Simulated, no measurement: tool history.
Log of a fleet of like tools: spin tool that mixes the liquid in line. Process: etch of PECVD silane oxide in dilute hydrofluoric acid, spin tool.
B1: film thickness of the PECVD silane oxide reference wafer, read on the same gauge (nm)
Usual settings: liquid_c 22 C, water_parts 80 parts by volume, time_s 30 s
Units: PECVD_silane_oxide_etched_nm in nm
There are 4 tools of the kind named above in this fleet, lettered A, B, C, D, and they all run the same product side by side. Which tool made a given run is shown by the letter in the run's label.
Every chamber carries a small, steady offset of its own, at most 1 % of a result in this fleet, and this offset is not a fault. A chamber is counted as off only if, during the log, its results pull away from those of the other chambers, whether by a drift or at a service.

Run 1C, hour 4.7: usual settings; B1 79.974. Result: PECVD_silane_oxide_etched_nm 13.272 nm.
Run 2B, hour 11.2: usual settings; B1 79.996. Result: PECVD_silane_oxide_etched_nm 13.169 nm.
Run 3A, hour 14.8: usual settings; B1 80. Result: PECVD_silane_oxide_etched_nm 13.216 nm.
Run 4D, hour 18.5: usual settings; B1 80.029. Result: PECVD_silane_oxide_etched_nm 13.365 nm.
Run 5C, hour 21.8: usual settings; B1 79.979. Result: PECVD_silane_oxide_etched_nm 13.035 nm.
Run 6A, hour 26.8: usual settings but liquid_c 19.5 C, water_parts 115 parts by volume; B1 80.012. Result: PECVD_silane_oxide_etched_nm 8.1233 nm.
Run 7D, hour 30.2: usual settings but liquid_c 19.5 C, water_parts 115 parts by volume; B1 79.98. Result: PECVD_silane_oxide_etched_nm 8.0642 nm.
Run 8B, hour 36.6: usual settings but liquid_c 19.5 C, water_parts 115 parts by volume; B1 79.998. Result: PECVD_silane_oxide_etched_nm 8.0395 nm.
Run 9D, hour 40.9: usual settings but liquid_c 19.5 C, water_parts 115 parts by volume; B1 80.017. Result: PECVD_silane_oxide_etched_nm 8.0798 nm.
Run 10B, hour 44.1: usual settings; B1 79.966. Result: PECVD_silane_oxide_etched_nm 13.123 nm.
Run 11A, hour 50.5: usual settings; B1 80.016. Result: PECVD_silane_oxide_etched_nm 13.338 nm.
Run 12C, hour 57.9: usual settings; B1 80.007. Result: PECVD_silane_oxide_etched_nm 13.331 nm.
Run 13B, hour 62.2: usual settings but water_parts 55 parts by volume; B1 79.958. Result: PECVD_silane_oxide_etched_nm 19.695 nm.
Run 14C, hour 67.5: usual settings but water_parts 55 parts by volume; B1 79.946. Result: PECVD_silane_oxide_etched_nm 19.567 nm.
Run 15A, hour 73.2: usual settings but water_parts 55 parts by volume; B1 80.005. Result: PECVD_silane_oxide_etched_nm 19.926 nm.
Run 16D, hour 78.2: usual settings but water_parts 55 parts by volume; B1 80.012. Result: PECVD_silane_oxide_etched_nm 19.948 nm.
Run 17C, hour 83.8: usual settings; B1 79.95. Result: PECVD_silane_oxide_etched_nm 13.117 nm.
Run 18A, hour 89.3: usual settings; B1 80.025. Result: PECVD_silane_oxide_etched_nm 13.516 nm.
Run 19D, hour 94.9: usual settings; B1 80.001. Result: PECVD_silane_oxide_etched_nm 13.342 nm.
Run 20B, hour 100.8: usual settings; B1 80.04. Result: PECVD_silane_oxide_etched_nm 12.95 nm.
Run 21C, hour 106.7: usual settings; B1 79.988. Result: PECVD_silane_oxide_etched_nm 12.936 nm.
Run 22B, hour 111.4: usual settings; B1 79.988. Result: PECVD_silane_oxide_etched_nm 13.166 nm.
Run 23D, hour 116.5: usual settings; B1 79.995. Result: PECVD_silane_oxide_etched_nm 13.244 nm.
Run 24A, hour 122.5: usual settings; B1 80.005. Result: PECVD_silane_oxide_etched_nm 13.188 nm.
Run 25D, hour 128.5: usual settings; B1 80.023. Result: PECVD_silane_oxide_etched_nm 13.115 nm.
At hour 131.9: chamber B: hydrofluoric acid flow meter replaced.
Run 26C, hour 135.8: usual settings; B1 80.002. Result: PECVD_silane_oxide_etched_nm 12.789 nm.
Run 27A, hour 142.1: usual settings; B1 80.011. Result: PECVD_silane_oxide_etched_nm 13.44 nm.
Run 28B, hour 147.7: usual settings; B1 79.969. Result: PECVD_silane_oxide_etched_nm 13.209 nm.
Run 29B, hour 151.7: usual settings; B1 80.019. Result: PECVD_silane_oxide_etched_nm 13.302 nm.
At hour 155.1: chamber B: thermometer replaced.
Run 30D, hour 156.1: usual settings; B1 80.038. Result: PECVD_silane_oxide_etched_nm 13.28 nm.
Run 31C, hour 161.8: usual settings; B1 79.948. Result: PECVD_silane_oxide_etched_nm 12.567 nm.
Run 32A, hour 167.6: usual settings but liquid_c 19.5 C; B1 79.949. Result: PECVD_silane_oxide_etched_nm 11.877 nm.
Run 33C, hour 174.6: usual settings but liquid_c 19.5 C; B1 79.99. Result: PECVD_silane_oxide_etched_nm 11.258 nm.
Run 34D, hour 181.1: usual settings but liquid_c 19.5 C; B1 79.962. Result: PECVD_silane_oxide_etched_nm 11.874 nm.
Run 35B, hour 188.1: usual settings but liquid_c 19.5 C; B1 80. Result: PECVD_silane_oxide_etched_nm 12.073 nm.
Run 36A, hour 192.4: usual settings; B1 79.988. Result: PECVD_silane_oxide_etched_nm 13.452 nm.
Run 37B, hour 198.2: usual settings; B1 79.985. Result: PECVD_silane_oxide_etched_nm 12.99 nm.

Each of the 4 chambers runs these same settings next. Fill in every chamber's results:
Run 38A, hour 203.5: usual settings. Result: PECVD_silane_oxide_etched_nm ?.
Run 38B, hour 203.5: usual settings. Result: PECVD_silane_oxide_etched_nm ?.
Run 38C, hour 203.5: usual settings. Result: PECVD_silane_oxide_etched_nm ?.
Run 38D, hour 203.5: usual settings. Result: PECVD_silane_oxide_etched_nm ?.

run  PECVD_silane_oxide_etched_nm
38A                        13.357
38B                        13.159
38C                        12.407
38D                        13.248
